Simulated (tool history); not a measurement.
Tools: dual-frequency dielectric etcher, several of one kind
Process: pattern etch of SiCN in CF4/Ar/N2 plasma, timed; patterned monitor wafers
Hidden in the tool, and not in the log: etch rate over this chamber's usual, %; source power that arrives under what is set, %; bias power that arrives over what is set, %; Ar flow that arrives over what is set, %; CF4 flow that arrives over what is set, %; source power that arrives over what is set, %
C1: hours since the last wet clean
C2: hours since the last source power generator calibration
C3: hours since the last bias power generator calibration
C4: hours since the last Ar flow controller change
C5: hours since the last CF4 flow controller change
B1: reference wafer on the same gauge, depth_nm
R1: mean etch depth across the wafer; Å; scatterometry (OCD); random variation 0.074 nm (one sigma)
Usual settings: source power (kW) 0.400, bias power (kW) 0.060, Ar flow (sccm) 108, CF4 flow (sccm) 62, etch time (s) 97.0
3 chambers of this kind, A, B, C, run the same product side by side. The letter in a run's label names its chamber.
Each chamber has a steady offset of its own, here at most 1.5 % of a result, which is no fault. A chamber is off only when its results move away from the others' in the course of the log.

run 1B day=0.258 | source_power_(kW)=0.400 bias_power_(kW)=0.060 Ar_flow_(sccm)=108 CF4_flow_(sccm)=62 etch_time_(s)=97.0 | C1=126.1 C2=3620.5 C3=133.7 C4=1112.5 C5=1294.4 | B1=65.802 | R1=681.79
-- day=0.396 chamber A: wet clean of the chamber
run 2C day=0.496 | source_power_(kW)=0.400 bias_power_(kW)=0.060 Ar_flow_(sccm)=108 CF4_flow_(sccm)=62 etch_time_(s)=97.0 | C1=417.6 C2=2933.8 C3=69.2 C4=1568.5 C5=1721.8 | B1=65.800 | R1=677.49
run 3A day=0.846 | source_power_(kW)=0.400 bias_power_(kW)=0.060 Ar_flow_(sccm)=108 CF4_flow_(sccm)=62 etch_time_(s)=97.0 | C1=10.8 C2=646.5 C3=1724.8 C4=1982.8 C5=2422.4 | B1=65.785 | R1=678.68
run 4B day=1.279 | source_power_(kW)=0.400 bias_power_(kW)=0.060 Ar_flow_(sccm)=108 CF4_flow_(sccm)=62 etch_time_(s)=97.0 | C1=150.6 C2=3645.0 C3=158.2 C4=1137.0 C5=1318.9 | B1=65.781 | R1=681.24
-- day=1.392 chamber B: source power generator calibrated
run 5A day=1.708 | source_power_(kW)=0.400 bias_power_(kW)=0.060 Ar_flow_(sccm)=108 CF4_flow_(sccm)=62 etch_time_(s)=97.0 | C1=31.5 C2=667.2 C3=1745.5 C4=2003.5 C5=2443.1 | B1=65.774 | R1=678.88
run 6C day=2.158 | source_power_(kW)=0.400 bias_power_(kW)=0.060 Ar_flow_(sccm)=108 CF4_flow_(sccm)=62 etch_time_(s)=97.0 | C1=457.5 C2=2973.7 C3=109.1 C4=1608.4 C5=1761.7 | B1=65.752 | R1=675.43
run 7B day=2.646 | source_power_(kW)=0.400 bias_power_(kW)=0.060 Ar_flow_(sccm)=108 CF4_flow_(sccm)=62 etch_time_(s)=97.0 | C1=183.4 C2=30.1 C3=191.0 C4=1169.8 C5=1351.7 | B1=65.741 | R1=681.49
run 8C day=3.112 | source_power_(kW)=0.400 bias_power_(kW)=0.060 Ar_flow_(sccm)=108 CF4_flow_(sccm)=62 etch_time_(s)=97.0 | C1=480.4 C2=2996.6 C3=132.0 C4=1631.3 C5=1784.6 | B1=65.724 | R1=675.41
run 9A day=3.438 | source_power_(kW)=0.400 bias_power_(kW)=0.060 Ar_flow_(sccm)=108 CF4_flow_(sccm)=62 etch_time_(s)=97.0 | C1=73.0 C2=708.7 C3=1787.0 C4=2045.0 C5=2484.6 | B1=65.730 | R1=677.99
run 10A day=3.850 | source_power_(kW)=0.400 bias_power_(kW)=0.060 Ar_flow_(sccm)=108 CF4_flow_(sccm)=62 etch_time_(s)=97.0 | C1=82.9 C2=718.6 C3=1796.9 C4=2054.9 C5=2494.5 | B1=65.700 | R1=676.87
-- day=4.008 chamber A: CF4 flow controller replaced
run 11C day=4.271 | source_power_(kW)=0.400 bias_power_(kW)=0.060 Ar_flow_(sccm)=108 CF4_flow_(sccm)=62 etch_time_(s)=97.0 | C1=508.2 C2=3024.4 C3=159.8 C4=1659.1 C5=1812.4 | B1=65.712 | R1=675.22
-- day=4.300 chamber A: bias power generator calibrated
run 12B day=4.617 | source_power_(kW)=0.400 bias_power_(kW)=0.060 Ar_flow_(sccm)=108 CF4_flow_(sccm)=62 etch_time_(s)=97.0 | C1=230.7 C2=77.4 C3=238.3 C4=1217.1 C5=1399.0 | B1=65.710 | R1=680.41
run 13C day=4.858 | source_power_(kW)=0.470 bias_power_(kW)=0.060 Ar_flow_(sccm)=108 CF4_flow_(sccm)=62 etch_time_(s)=97.0 | C1=522.3 C2=3038.5 C3=173.9 C4=1673.2 C5=1826.5 | B1=65.712 | R1=779.90
run 14A day=5.196 | source_power_(kW)=0.470 bias_power_(kW)=0.060 Ar_flow_(sccm)=108 CF4_flow_(sccm)=62 etch_time_(s)=97.0 | C1=115.2 C2=750.9 C3=21.6 C4=2087.2 C5=28.5 | B1=65.697 | R1=780.50
-- day=5.250 chamber C: wet clean of the chamber
run 15B day=5.667 | source_power_(kW)=0.470 bias_power_(kW)=0.060 Ar_flow_(sccm)=108 CF4_flow_(sccm)=62 etch_time_(s)=97.0 | C1=255.9 C2=102.6 C3=263.5 C4=1242.3 C5=1424.2 | B1=65.682 | R1=782.23
run 16C day=5.950 | source_power_(kW)=0.400 bias_power_(kW)=0.060 Ar_flow_(sccm)=108 CF4_flow_(sccm)=62 etch_time_(s)=97.0 | C1=16.8 C2=3064.7 C3=200.1 C4=1699.4 C5=1852.7 | B1=65.674 | R1=675.54
run 17A day=6.383 | source_power_(kW)=0.400 bias_power_(kW)=0.060 Ar_flow_(sccm)=108 CF4_flow_(sccm)=62 etch_time_(s)=97.0 | C1=143.7 C2=779.4 C3=50.1 C4=2115.7 C5=57.0 | B1=65.678 | R1=677.47
-- day=6.508 chamber C: source power generator calibrated
run 18B day=6.679 | source_power_(kW)=0.400 bias_power_(kW)=0.060 Ar_flow_(sccm)=108 CF4_flow_(sccm)=62 etch_time_(s)=97.0 | C1=280.2 C2=126.9 C3=287.8 C4=1266.6 C5=1448.5 | B1=65.644 | R1=680.73
run 19A day=7.008 | source_power_(kW)=0.400 bias_power_(kW)=0.060 Ar_flow_(sccm)=108 CF4_flow_(sccm)=62 etch_time_(s)=97.0 | C1=158.7 C2=794.4 C3=65.1 C4=2130.7 C5=72.0 | B1=65.658 | R1=675.68
run 20B day=7.350 | source_power_(kW)=0.400 bias_power_(kW)=0.060 Ar_flow_(sccm)=108 CF4_flow_(sccm)=62 etch_time_(s)=97.0 | C1=296.3 C2=143.0 C3=303.9 C4=1282.7 C5=1464.6 | B1=65.641 | R1=679.75
run 21C day=7.754 | source_power_(kW)=0.400 bias_power_(kW)=0.060 Ar_flow_(sccm)=108 CF4_flow_(sccm)=62 etch_time_(s)=97.0 | C1=60.1 C2=30.0 C3=243.4 C4=1742.7 C5=1896.0 | B1=65.643 | R1=674.92
run 22A day=8.146 | source_power_(kW)=0.400 bias_power_(kW)=0.060 Ar_flow_(sccm)=108 CF4_flow_(sccm)=62 etch_time_(s)=97.0 | C1=186.0 C2=821.7 C3=92.4 C4=2158.0 C5=99.3 | B1=65.623 | R1=677.01
run 23C day=8.608 | source_power_(kW)=0.400 bias_power_(kW)=0.060 Ar_flow_(sccm)=108 CF4_flow_(sccm)=62 etch_time_(s)=97.0 | C1=80.6 C2=50.5 C3=263.9 C4=1763.2 C5=1916.5 | B1=65.619 | R1=674.59
run 24B day=9.008 | source_power_(kW)=0.400 bias_power_(kW)=0.060 Ar_flow_(sccm)=131 CF4_flow_(sccm)=62 etch_time_(s)=70.5 | C1=336.1 C2=182.8 C3=343.7 C4=1322.5 C5=1504.4 | B1=65.623 | R1=478.80
run 25A day=9.450 | source_power_(kW)=0.400 bias_power_(kW)=0.060 Ar_flow_(sccm)=131 CF4_flow_(sccm)=62 etch_time_(s)=70.5 | C1=217.3 C2=853.0 C3=123.7 C4=2189.3 C5=130.6 | B1=65.588 | R1=476.59
run 26C day=9.692 | source_power_(kW)=0.400 bias_power_(kW)=0.060 Ar_flow_(sccm)=131 CF4_flow_(sccm)=62 etch_time_(s)=70.5 | C1=106.6 C2=76.5 C3=289.9 C4=1789.2 C5=1942.5 | B1=65.581 | R1=475.49
run 27B day=10.025 | source_power_(kW)=0.400 bias_power_(kW)=0.060 Ar_flow_(sccm)=108 CF4_flow_(sccm)=62 etch_time_(s)=97.0 | C1=360.5 C2=207.2 C3=368.1 C4=1346.9 C5=1528.8 | B1=65.580 | R1=680.96
run 28C day=10.292 | source_power_(kW)=0.400 bias_power_(kW)=0.060 Ar_flow_(sccm)=108 CF4_flow_(sccm)=62 etch_time_(s)=97.0 | C1=121.0 C2=90.9 C3=304.3 C4=1803.6 C5=1956.9 | B1=65.577 | R1=674.92
run 29A day=10.638 | source_power_(kW)=0.400 bias_power_(kW)=0.060 Ar_flow_(sccm)=108 CF4_flow_(sccm)=62 etch_time_(s)=97.0 | C1=245.8 C2=881.5 C3=152.2 C4=2217.8 C5=159.1 | B1=65.588 | R1=675.75
run 30B day=11.067 | source_power_(kW)=0.400 bias_power_(kW)=0.060 Ar_flow_(sccm)=108 CF4_flow_(sccm)=62 etch_time_(s)=97.0 | C1=385.5 C2=232.2 C3=393.1 C4=1371.9 C5=1553.8 | B1=65.574 | R1=680.18
run 31B day=11.467 | source_power_(kW)=0.400 bias_power_(kW)=0.072 Ar_flow_(sccm)=97 CF4_flow_(sccm)=62 etch_time_(s)=97.0 | C1=395.1 C2=241.8 C3=402.7 C4=1381.5 C5=1563.4 | B1=65.562 | R1=736.71
-- day=11.542 chamber B: wet clean of the chamber
run 32C day=11.754 | source_power_(kW)=0.400 bias_power_(kW)=0.072 Ar_flow_(sccm)=97 CF4_flow_(sccm)=62 etch_time_(s)=97.0 | C1=156.1 C2=126.0 C3=339.4 C4=1838.7 C5=1992.0 | B1=65.526 | R1=732.09
run 33A day=12.233 | source_power_(kW)=0.400 bias_power_(kW)=0.072 Ar_flow_(sccm)=97 CF4_flow_(sccm)=62 etch_time_(s)=97.0 | C1=284.1 C2=919.8 C3=190.5 C4=2256.1 C5=197.4 | B1=65.533 | R1=732.36
run 34C day=12.517 | source_power_(kW)=0.400 bias_power_(kW)=0.060 Ar_flow_(sccm)=108 CF4_flow_(sccm)=62 etch_time_(s)=97.0 | C1=174.4 C2=144.3 C3=357.7 C4=1857.0 C5=2010.3 | B1=65.524 | R1=673.95
run 35B day=12.788 | source_power_(kW)=0.400 bias_power_(kW)=0.060 Ar_flow_(sccm)=108 CF4_flow_(sccm)=62 etch_time_(s)=97.0 | C1=30.0 C2=273.5 C3=434.4 C4=1413.2 C5=1595.1 | B1=65.538 | R1=680.70
run 36A day=13.246 | source_power_(kW)=0.400 bias_power_(kW)=0.060 Ar_flow_(sccm)=108 CF4_flow_(sccm)=62 etch_time_(s)=97.0 | C1=308.4 C2=944.1 C3=214.8 C4=2280.4 C5=221.7 | B1=65.504 | R1=675.53
run 37C day=13.646 | source_power_(kW)=0.400 bias_power_(kW)=0.060 Ar_flow_(sccm)=108 CF4_flow_(sccm)=62 etch_time_(s)=97.0 | C1=201.5 C2=171.4 C3=384.8 C4=1884.1 C5=2037.4 | B1=65.498 | R1=672.63

Is one chamber off against the others, does the gauge drift, or is nothing wrong? If a chamber is off, say which, and what the likeliest cause is.

The gauge drifts, so all chambers seem to drift together. No chamber is off.
Cause: gauge reads low (%) = 0.442.
